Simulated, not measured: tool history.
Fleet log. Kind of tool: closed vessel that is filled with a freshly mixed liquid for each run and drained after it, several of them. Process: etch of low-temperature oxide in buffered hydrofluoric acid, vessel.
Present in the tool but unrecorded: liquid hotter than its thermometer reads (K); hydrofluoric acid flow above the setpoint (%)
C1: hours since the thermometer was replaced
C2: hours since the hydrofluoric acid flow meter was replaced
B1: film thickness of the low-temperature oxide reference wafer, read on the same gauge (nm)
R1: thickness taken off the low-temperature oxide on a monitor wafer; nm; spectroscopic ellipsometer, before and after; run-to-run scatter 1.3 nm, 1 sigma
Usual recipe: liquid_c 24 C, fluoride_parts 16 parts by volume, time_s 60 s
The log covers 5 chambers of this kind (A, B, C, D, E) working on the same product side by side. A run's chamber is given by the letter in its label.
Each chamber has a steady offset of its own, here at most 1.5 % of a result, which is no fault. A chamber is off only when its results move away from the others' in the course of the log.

run 1A day=0.158 | liquid_c=24 fluoride_parts=16 time_s=60 | C1=1968.1 C2=1875.7 | B1=120 | R1=255.94
run 2E day=0.325 | liquid_c=24 fluoride_parts=16 time_s=60 | C1=1215 C2=712.3 | B1=119.97 | R1=254.49
run 3C day=0.5 | liquid_c=24 fluoride_parts=16 time_s=60 | C1=1273.8 C2=1410.8 | B1=120.04 | R1=249.31
run 4D day=0.646 | liquid_c=24 fluoride_parts=16 time_s=60 | C1=2029 C2=132.4 | B1=120.01 | R1=252.16
run 5B day=0.779 | liquid_c=24 fluoride_parts=16 time_s=60 | C1=754.4 C2=364.6 | B1=119.97 | R1=250.49
run 6B day=0.967 | liquid_c=24 fluoride_parts=16 time_s=60 | C1=758.9 C2=369.1 | B1=119.98 | R1=252.15
run 7C day=1.158 | liquid_c=24 fluoride_parts=16 time_s=60 | C1=1289.6 C2=1426.6 | B1=119.97 | R1=247.81
run 8D day=1.25 | liquid_c=24 fluoride_parts=16 time_s=60 | C1=2043.5 C2=146.9 | B1=119.99 | R1=250.43
run 9A day=1.383 | liquid_c=24 fluoride_parts=16 time_s=60 | C1=1997.5 C2=1905.1 | B1=120.02 | R1=250.09
run 10E day=1.538 | liquid_c=24 fluoride_parts=16 time_s=60 | C1=1244.1 C2=741.4 | B1=120 | R1=250.15
run 11E day=1.675 | liquid_c=21 fluoride_parts=13 time_s=60 | C1=1247.4 C2=744.7 | B1=120.01 | R1=262.34
run 12C day=1.796 | liquid_c=21 fluoride_parts=13 time_s=60 | C1=1304.9 C2=1441.9 | B1=119.98 | R1=257.83
run 13D day=1.95 | liquid_c=21 fluoride_parts=13 time_s=60 | C1=2060.3 C2=163.7 | B1=119.99 | R1=261.87
run 14B day=2.042 | liquid_c=21 fluoride_parts=13 time_s=60 | C1=784.7 C2=394.9 | B1=119.97 | R1=264.14
run 15A day=2.217 | liquid_c=21 fluoride_parts=13 time_s=60 | C1=2017.5 C2=1925.1 | B1=119.97 | R1=267.3
run 16A day=2.396 | liquid_c=24 fluoride_parts=16 time_s=85 | C1=2021.8 C2=1929.4 | B1=119.98 | R1=364.26
run 17C day=2.542 | liquid_c=24 fluoride_parts=16 time_s=85 | C1=1322.8 C2=1459.8 | B1=119.96 | R1=351.5
run 18E day=2.696 | liquid_c=24 fluoride_parts=16 time_s=85 | C1=1271.9 C2=769.2 | B1=119.99 | R1=357.98
run 19D day=2.871 | liquid_c=24 fluoride_parts=16 time_s=85 | C1=2082.4 C2=185.8 | B1=120 | R1=358.05
run 20B day=2.979 | liquid_c=24 fluoride_parts=16 time_s=85 | C1=807.2 C2=417.4 | B1=119.98 | R1=353.62
run 21E day=3.071 | liquid_c=24 fluoride_parts=16 time_s=60 | C1=1280.9 C2=778.2 | B1=119.99 | R1=252.45
run 22C day=3.225 | liquid_c=24 fluoride_parts=16 time_s=60 | C1=1339.2 C2=1476.2 | B1=120.01 | R1=248.24
run 23D day=3.338 | liquid_c=24 fluoride_parts=16 time_s=60 | C1=2093.6 C2=197 | B1=120.02 | R1=250.9
run 24B day=3.471 | liquid_c=24 fluoride_parts=11 time_s=45 | C1=819 C2=429.2 | B1=119.98 | R1=275.1
-- day=3.521 chamber A: hydrofluoric acid flow meter replaced
run 25A day=3.558 | liquid_c=24 fluoride_parts=11 time_s=45 | C1=2049.7 C2=0.9 | B1=120.01 | R1=284.73
run 26A day=3.721 | liquid_c=24 fluoride_parts=11 time_s=45 | C1=2053.6 C2=4.8 | B1=120.04 | R1=286.91
run 27B day=3.829 | liquid_c=24 fluoride_parts=11 time_s=45 | C1=827.6 C2=437.8 | B1=120 | R1=274.56
run 28E day=3.979 | liquid_c=24 fluoride_parts=11 time_s=45 | C1=1302.7 C2=800 | B1=119.98 | R1=276.2
run 29D day=4.112 | liquid_c=24 fluoride_parts=16 time_s=60 | C1=2112.2 C2=215.6 | B1=120 | R1=250.64
run 30C day=4.246 | liquid_c=24 fluoride_parts=16 time_s=60 | C1=1363.7 C2=1500.7 | B1=120.04 | R1=248.94
run 31A day=4.4 | liquid_c=24 fluoride_parts=16 time_s=60 | C1=2069.9 C2=21.1 | B1=119.96 | R1=266.44
run 32B day=4.525 | liquid_c=24 fluoride_parts=16 time_s=60 | C1=844.3 C2=454.5 | B1=120.04 | R1=252.44
run 33D day=4.621 | liquid_c=24 fluoride_parts=16 time_s=60 | C1=2124.4 C2=227.8 | B1=119.98 | R1=248.98
run 34E day=4.817 | liquid_c=24 fluoride_parts=16 time_s=60 | C1=1322.8 C2=820.1 | B1=120.03 | R1=251.3
run 35C day=4.996 | liquid_c=24 fluoride_parts=16 time_s=60 | C1=1381.7 C2=1518.7 | B1=120.02 | R1=248.49
run 36B day=5.171 | liquid_c=24 fluoride_parts=16 time_s=60 | C1=859.8 C2=470 | B1=120.02 | R1=252.95
run 37C day=5.367 | liquid_c=24 fluoride_parts=16 time_s=60 | C1=1390.6 C2=1527.6 | B1=120 | R1=248.02

For the next run the whole fleet of 5 chambers uses the same settings. Give each chamber's results:
run 38A day=5.508 | liquid_c=24 fluoride_parts=16 time_s=60 | R1=?
run 38B day=5.508 | liquid_c=24 fluoride_parts=16 time_s=60 | R1=?
run 38C day=5.508 | liquid_c=24 fluoride_parts=16 time_s=60 | R1=?
run 38D day=5.508 | liquid_c=24 fluoride_parts=16 time_s=60 | R1=?
run 38E day=5.508 | liquid_c=24 fluoride_parts=16 time_s=60 | R1=?

run=38A R1=271.4
run=38B R1=253.1
run=38C R1=248.74
run=38D R1=251.65
run=38E R1=253.93
